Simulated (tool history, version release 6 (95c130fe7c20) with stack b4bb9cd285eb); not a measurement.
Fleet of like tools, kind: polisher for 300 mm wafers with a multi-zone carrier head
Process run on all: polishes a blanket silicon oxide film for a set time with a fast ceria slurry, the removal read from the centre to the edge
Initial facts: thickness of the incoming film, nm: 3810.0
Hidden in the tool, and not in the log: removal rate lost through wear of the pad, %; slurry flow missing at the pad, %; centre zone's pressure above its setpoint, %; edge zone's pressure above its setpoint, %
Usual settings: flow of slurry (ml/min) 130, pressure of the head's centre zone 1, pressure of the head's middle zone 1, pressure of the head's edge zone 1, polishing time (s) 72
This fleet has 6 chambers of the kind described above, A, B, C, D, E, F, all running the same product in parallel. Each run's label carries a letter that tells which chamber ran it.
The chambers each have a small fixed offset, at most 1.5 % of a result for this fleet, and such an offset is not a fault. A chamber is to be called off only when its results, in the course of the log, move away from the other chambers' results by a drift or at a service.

run	hour	flow of slurry (ml/min)	pressure of the head's centre zone	pressure of the head's middle zone	pressure of the head's edge zone	polishing time (s)	wafers polished on this pad	hours since the slurry nozzle was cleaned	hours since the centre zone pressure was calibrated	hours since the edge zone pressure was calibrated	film removed at the wafer's centre (nm)	film removed at mid-radius (nm)	film removed at the wafer's edge (nm)
1C	4.7	130	1	1	1	72	711	438.7	220.9	559.5	888.96	895.35	886.57
2F	10.6	130	1	1	1	72	434	435.6	20.5	306.4	880.92	893.38	865.31
3A	19.2	130	1	1	1	72	874	851.2	350.2	925.6	873.13	890.53	873.6
4D	25.5	130	1	1	1	72	1097	97.9	271.8	1003.2	878.38	876.45	892.06
# hour 29.6: chamber A: worn pad replaced by a new one
5E	32.3	155	1	1	1	58	740	328.8	342.2	36	736.98	753.12	729.76
6B	36.9	155	1	1	1	58	539	620	1004.7	335.5	753.19	743.97	748.54
# hour 39.4: chamber E: worn pad replaced by a new one
7A	43.2	155	1	1	1	58	106	875.2	374.2	949.6	752.99	727.75	724.13
# hour 45.9: chamber D: worn pad replaced by a new one
8C	51.5	155	1	1	1	58	1076	485.5	267.7	606.3	741.05	737.36	749.57
# hour 52.2: chamber A: slurry nozzle cleaned
# hour 57.4: chamber B: slurry nozzle cleaned
9D	60.4	155	1	1	1	58	113	132.8	306.7	1038.1	747.66	733.17	734.52
10F	66.7	155	1	1	1	58	872	491.7	76.6	362.5	730.76	759.3	721.58
11B	74.3	130	1	1	1	72	831	16.9	1042.1	372.9	902.66	879.4	900.99
# hour 78.8: chamber C: worn pad replaced by a new one
12E	82.2	130	1	1	1	72	334	378.7	392.1	85.9	884.72	889.61	869.67
# hour 90.3: chamber B: worn pad replaced by a new one
13C	91.8	130	1	1	1	72	101	525.8	308	646.6	898.2	860.25	892.98
14E	97.4	130	1	1	1	72	453	393.9	407.3	101.1	880.28	907.66	895.61
15B	103.9	130	1	1	1	72	106	46.5	1071.7	402.5	899.57	891.46	899.57
# hour 109.9: chamber F: worn pad replaced by a new one
16F	110.2	130	1	1	1	72	2	535.2	120.1	406	879.01	906.29	877.47
17A	117.7	130	1	1	1	72	687	65.6	448.7	1024.1	901.52	902.47	881.96
18D	126.9	130	1	1	1	72	632	199.3	373.2	1104.6	880.34	888.22	893.07
# hour 130.7: chamber E: worn pad replaced by a new one
# hour 130.7: chamber E: slurry nozzle cleaned
19F	136.1	130	1	1	1	72	204	561.1	146	431.9	881.03	903.4	862.14
20C	141.3	130	1.07	0.9	1	72	488	575.3	357.5	696.1	955.5	801.46	914.35
21B	146.2	130	1.07	0.9	1	72	436	88.8	1114	444.8	967.72	808.61	907.58
# hour 150.5: chamber C: slurry nozzle cleaned
22E	155	130	1.07	0.9	1	72	190	24.4	464.9	158.7	949.77	804.62	877.37
# hour 157.4: chamber B: centre zone pressure recalibrated
23D	162.5	130	1.07	0.9	1	72	910	234.9	408.8	1140.2	959.92	795.86	901.73
# hour 163.3: chamber A: worn pad replaced by a new one
24A	171.7	130	1.07	0.9	1	72	66	119.6	502.7	1078.1	948.21	796.17	884.35
25D	179	130	1.07	0.9	1	72	1039	251.4	425.3	1156.7	951.87	794.78	892.63
# hour 183.1: chamber B: edge zone pressure recalibrated
26A	187.7	130	1	1	1	72	191	135.6	518.7	1094.1	883.96	880.63	867.76
# hour 188.4: chamber D: worn pad replaced by a new one
# hour 189.6: chamber F: edge zone pressure recalibrated
27E	192.8	130	1	1	0.9	72	485	62.2	502.7	196.5	884.34	891.67	825.34
28C	200.5	130	1	1	0.9	72	950	50	416.7	755.3	900.2	888.25	854.4
# hour 207: chamber B: worn pad replaced by a new one
29B	210	130	1	1	0.9	72	23	152.6	52.6	27	969.85	887.51	865.74
30F	218.8	130	1	1	0.9	72	850	643.8	228.7	29.2	870.23	892.39	855.85
31D	226	130	1	1	0.9	72	293	298.4	472.3	1203.7	882.22	886.02	848.88
32B	231.3	130	1	1	0.9	72	190	173.9	73.9	48.3	979.71	885.31	856.4
33F	238.5	130	1	1	1	72	1004	663.5	248.4	48.9	882.16	891.07	872.17
# hour 241.6: chamber E: worn pad replaced by a new one
34C	246.8	130	1	1	1	72	1311	96.3	463	801.6	878.67	876.35	887.58
# hour 251.4: chamber A: centre zone pressure recalibrated
35A	254.1	130	1	1	1	72	709	202	2.7	1160.5	895.75	865.43	882.79
36E	263.4	130	1	1	0.9	72	170	132.8	573.3	267.1	888.8	905.57	827.96
# hour 268.3: chamber C: worn pad replaced by a new one
37C	270.5	130	1	1	0.9	72	17	120	486.7	825.3	893.48	891.43	829.99
38B	276.2	130	1	1	0.9	72	540	218.8	118.8	93.2	968.22	892.69	857.66
# hour 280.4: chamber A: worn pad replaced by a new one
39A	280.6	130	1	1	0.9	72	1	228.5	29.2	1187	890.72	881.28	832.2

What goes on in this fleet: one chamber off, a drifting gauge, or nothing beyond the chambers' own small offsets? Name the chamber and the cause, if any.

Chamber B came out of a service off from its peers and stayed that way.
Cause: centre zone's pressure above its setpoint, % = 7.69.

Below are 4 candidate recipes for chamber B's next run, each the usual settings with a change, their results shown as question marks. Which of them brings B's results back in line with what the other chambers give on the usual settings?
Counts as in line when no further than this from what the other chambers average on the usual settings: film removed at the wafer's centre (nm) 25; film removed at mid-radius (nm) 28; film removed at the wafer's edge (nm) 41
40B-1	287.6	140	1.12	0.96	0.97	74					?	?	?
40B-2	287.6	135	1.06	0.98	0.98	73					?	?	?
40B-3	287.6	125	0.94	1.02	1.02	71					?	?	?
40B-4	287.6	120	0.88	1.04	1.03	70					?	?	?

The other chambers' mean on the usual settings: film removed at the wafer's centre (nm) 884.06; film removed at mid-radius (nm) 886.37; film removed at the wafer's edge (nm) 885.17
run	film removed at the wafer's centre (nm)	film removed at mid-radius (nm)	film removed at the wafer's edge (nm)
40B-1	1150	896.1	921.18
40B-2	1059.1	894.34	908.4
40B-3	885.16	887.78	891.02
40B-4	802.16	882.93	876.92
It is 40B-3 that realigns the chamber with its peers.
